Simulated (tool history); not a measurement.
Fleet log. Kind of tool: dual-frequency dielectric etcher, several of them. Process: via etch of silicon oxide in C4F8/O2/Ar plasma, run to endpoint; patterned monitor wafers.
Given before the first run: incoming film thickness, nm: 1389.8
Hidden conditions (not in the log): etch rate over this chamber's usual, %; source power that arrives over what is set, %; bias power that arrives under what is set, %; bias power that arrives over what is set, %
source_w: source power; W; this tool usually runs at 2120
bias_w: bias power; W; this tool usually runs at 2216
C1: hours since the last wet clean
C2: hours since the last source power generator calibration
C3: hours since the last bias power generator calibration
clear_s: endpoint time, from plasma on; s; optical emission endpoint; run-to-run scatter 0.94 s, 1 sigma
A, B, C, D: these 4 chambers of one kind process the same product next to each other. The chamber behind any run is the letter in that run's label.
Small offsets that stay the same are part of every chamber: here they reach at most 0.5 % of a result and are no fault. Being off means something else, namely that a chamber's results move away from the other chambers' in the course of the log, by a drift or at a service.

run 1A day=0.246 | source_w=2120 bias_w=2216 | C1=74.9 C2=878.4 C3=1498.0 | clear_s=261.32
run 2B day=0.446 | source_w=2120 bias_w=2216 | C1=487.1 C2=1922.1 C3=1770.6 | clear_s=261.30
run 3D day=0.733 | source_w=2120 bias_w=2216 | C1=491.7 C2=2389.9 C3=1096.2 | clear_s=259.82
run 4C day=0.946 | source_w=2120 bias_w=2216 | C1=331.3 C2=2159.9 C3=1105.5 | clear_s=259.55
run 5B day=1.217 | source_w=2120 bias_w=2216 | C1=505.6 C2=1940.6 C3=1789.1 | clear_s=259.44
run 6C day=1.458 | source_w=2120 bias_w=2216 | C1=343.6 C2=2172.2 C3=1117.8 | clear_s=258.61
run 7A day=1.775 | source_w=2120 bias_w=2216 | C1=111.6 C2=915.1 C3=1534.7 | clear_s=261.44
run 8D day=2.154 | source_w=2120 bias_w=2216 | C1=525.8 C2=2424.0 C3=1130.3 | clear_s=260.72
run 9C day=2.321 | source_w=2420 bias_w=2671 | C1=364.3 C2=2192.9 C3=1138.5 | clear_s=231.50
run 10D day=2.571 | source_w=2420 bias_w=2671 | C1=535.8 C2=2434.0 C3=1140.3 | clear_s=231.98
run 11B day=2.812 | source_w=2420 bias_w=2671 | C1=543.9 C2=1978.9 C3=1827.4 | clear_s=234.38
run 12A day=2.979 | source_w=2420 bias_w=2671 | C1=140.5 C2=944.0 C3=1563.6 | clear_s=233.33
run 13A day=3.258 | source_w=2290 bias_w=2741 | C1=147.2 C2=950.7 C3=1570.3 | clear_s=237.04
-- day=3.271 chamber B: wet clean of the chamber
run 14B day=3.538 | source_w=2290 bias_w=2741 | C1=6.4 C2=1996.3 C3=1844.8 | clear_s=235.28
run 15D day=3.712 | source_w=2290 bias_w=2741 | C1=563.2 C2=2461.4 C3=1167.7 | clear_s=235.10
run 16C day=4.008 | source_w=2290 bias_w=2741 | C1=404.8 C2=2233.4 C3=1179.0 | clear_s=235.99
run 17A day=4.383 | source_w=2480 bias_w=2455 | C1=174.2 C2=977.7 C3=1597.3 | clear_s=237.96
-- day=4.400 chamber D: wet clean of the chamber
run 18D day=4.554 | source_w=2480 bias_w=2455 | C1=3.8 C2=2481.6 C3=1187.9 | clear_s=232.16
run 19B day=4.762 | source_w=2480 bias_w=2455 | C1=35.8 C2=2025.7 C3=1874.2 | clear_s=238.43
run 20C day=5.088 | source_w=2480 bias_w=2455 | C1=430.7 C2=2259.3 C3=1204.9 | clear_s=235.86
run 21D day=5.300 | source_w=2120 bias_w=2216 | C1=21.7 C2=2499.5 C3=1205.8 | clear_s=253.38
run 22C day=5.638 | source_w=2120 bias_w=2216 | C1=443.9 C2=2272.5 C3=1218.1 | clear_s=258.37
run 23A day=5.812 | source_w=2120 bias_w=2216 | C1=208.5 C2=1012.0 C3=1631.6 | clear_s=260.18
run 24B day=6.146 | source_w=2120 bias_w=2216 | C1=69.0 C2=2058.9 C3=1907.4 | clear_s=260.05
run 25A day=6.342 | source_w=2120 bias_w=2216 | C1=221.2 C2=1024.7 C3=1644.3 | clear_s=260.80
-- day=6.417 chamber A: bias power generator calibrated
run 26D day=6.650 | source_w=2120 bias_w=2216 | C1=54.1 C2=2531.9 C3=1238.2 | clear_s=252.87
run 27B day=6.821 | source_w=2120 bias_w=2216 | C1=85.2 C2=2075.1 C3=1923.6 | clear_s=260.79
run 28C day=7.042 | source_w=2120 bias_w=2216 | C1=477.6 C2=2306.2 C3=1251.8 | clear_s=259.94
run 29A day=7.379 | source_w=2460 bias_w=1958 | C1=246.1 C2=1049.6 C3=23.2 | clear_s=253.66
run 30B day=7.729 | source_w=2460 bias_w=1958 | C1=107.0 C2=2096.9 C3=1945.4 | clear_s=255.53
run 31D day=7.971 | source_w=2460 bias_w=1958 | C1=85.8 C2=2563.6 C3=1269.9 | clear_s=247.77
run 32C day=8.354 | source_w=2460 bias_w=1958 | C1=509.1 C2=2337.7 C3=1283.3 | clear_s=252.48
run 33C day=8.567 | source_w=2600 bias_w=2052 | C1=514.2 C2=2342.8 C3=1288.4 | clear_s=242.99
run 34D day=8.754 | source_w=2600 bias_w=2052 | C1=104.6 C2=2582.4 C3=1288.7 | clear_s=239.16
run 35B day=8.983 | source_w=2600 bias_w=2052 | C1=137.1 C2=2127.0 C3=1975.5 | clear_s=246.70
run 36A day=9.167 | source_w=2600 bias_w=2052 | C1=289.0 C2=1092.5 C3=66.1 | clear_s=246.33
run 37D day=9.488 | source_w=2120 bias_w=2395 | C1=122.2 C2=2600.0 C3=1306.3 | clear_s=249.23
-- day=9.525 chamber C: wet clean of the chamber
run 38C day=9.758 | source_w=2120 bias_w=2395 | C1=5.6 C2=2371.4 C3=1317.0 | clear_s=252.97
run 39B day=10.138 | source_w=2120 bias_w=2395 | C1=164.8 C2=2154.7 C3=2003.2 | clear_s=254.28
run 40A day=10.512 | source_w=2120 bias_w=2395 | C1=321.3 C2=1124.8 C3=98.4 | clear_s=256.60
run 41C day=10.775 | source_w=2120 bias_w=2216 | C1=30.0 C2=2395.8 C3=1341.4 | clear_s=259.69

Which is it: a chamber that has drifted or been left off by a service, a gauge drift common to all chambers, or only each chamber's usual small offset? If a chamber is off, name it and its likeliest cause.

Chamber D has stood off from the others ever since a service on it.
What lies behind it: etch rate over this chamber's usual, % = 2.61.

Chamber D could run next with any of the 4 candidate recipes listed below; each alters the usual settings, and their results appear as question marks. Which one brings its results back in line with what the other chambers deliver on the usual settings?
Maximum distance from the other chambers' mean on the usual settings for a result to count as in line: clear_s 3.30 s
run 42D-1 day=11.050 | source_w=2210 bias_w=2283 | clear_s=?
run 42D-2 day=11.050 | source_w=2120 bias_w=2025 | clear_s=?
run 42D-3 day=11.050 | source_w=2120 bias_w=1852 | clear_s=?
run 42D-4 day=11.050 | source_w=2380 bias_w=2216 | clear_s=?

What the other chambers average on the usual settings: clear_s 259.64 s
run=42D-1 clear_s=247.17
run=42D-2 clear_s=260.27
run=42D-3 clear_s=266.99
run=42D-4 clear_s=242.05
The right change is 42D-2: it brings the chamber back within the allowed miss of the others.

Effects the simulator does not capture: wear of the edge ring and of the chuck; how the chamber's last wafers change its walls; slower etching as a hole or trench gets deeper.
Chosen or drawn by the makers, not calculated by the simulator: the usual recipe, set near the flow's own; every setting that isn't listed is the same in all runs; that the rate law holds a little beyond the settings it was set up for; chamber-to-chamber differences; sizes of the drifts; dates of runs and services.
